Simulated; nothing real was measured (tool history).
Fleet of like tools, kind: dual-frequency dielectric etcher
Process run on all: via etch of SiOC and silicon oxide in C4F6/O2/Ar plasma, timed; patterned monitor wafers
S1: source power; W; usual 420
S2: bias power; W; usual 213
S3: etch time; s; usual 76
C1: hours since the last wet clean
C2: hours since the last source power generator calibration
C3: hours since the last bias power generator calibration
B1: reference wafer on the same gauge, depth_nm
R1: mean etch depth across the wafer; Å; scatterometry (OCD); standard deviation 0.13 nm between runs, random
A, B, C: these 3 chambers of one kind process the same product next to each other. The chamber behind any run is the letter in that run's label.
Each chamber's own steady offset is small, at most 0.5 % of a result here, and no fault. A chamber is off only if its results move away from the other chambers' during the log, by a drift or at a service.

run,hour,S1,S2,S3,C1,C2,C3,B1,R1
1A,5.0,420,213,76,179.5,1070.3,2463.2,103.67,925.35
2B,11.9,420,213,76,90.1,1702.8,3971.3,103.63,928.84
3C,17.2,420,213,76,101.1,2940.9,2864.1,103.66,919.95
4B,21.9,420,213,76,100.1,1712.8,3981.3,103.58,929.21
5A,31.6,420,213,76,206.1,1096.9,2489.8,103.59,924.47
6C,39.5,420,213,76,123.4,2963.2,2886.4,103.53,917.43
7C,47.2,420,213,76,131.1,2970.9,2894.1,103.53,918.34
8A,51.7,470,184,76,226.2,1117.0,2509.9,103.51,922.18
9B,60.4,470,184,76,138.6,1751.3,4019.8,103.49,921.13
10C,69.3,470,184,76,153.2,2993.0,2916.2,103.44,911.81
11A,75.4,420,213,76,249.9,1140.7,2533.6,103.43,925.52
12B,84.1,420,213,76,162.3,1775.0,4043.5,103.37,928.05
13C,91.6,420,213,76,175.5,3015.3,2938.5,103.37,918.39
14A,97.4,510,213,68,271.9,1162.7,2555.6,103.28,889.66
15B,104.5,510,213,68,182.7,1795.4,4063.9,103.29,893.89
16B,111.2,510,213,68,189.4,1802.1,4070.6,103.29,892.72
# hour 116.9: chamber A: bias power generator calibrated
17A,120.6,420,213,76,295.1,1185.9,3.8,103.24,922.79
18C,129.3,420,213,76,213.2,3053.0,2976.2,103.23,917.09
19C,136.5,420,213,76,220.4,3060.2,2983.4,103.15,918.26
20A,141.6,420,213,76,316.1,1206.9,24.8,103.16,920.61
21B,151.6,420,213,76,229.8,1842.5,4111.0,103.12,925.26

Next, every chamber runs the same settings. What will each give?
22A,158.9,420,213,76,,,,,?
22B,158.9,420,213,76,,,,,?
22C,158.9,420,213,76,,,,,?

run,R1
22A,921.87
22B,923.08
22C,916.16
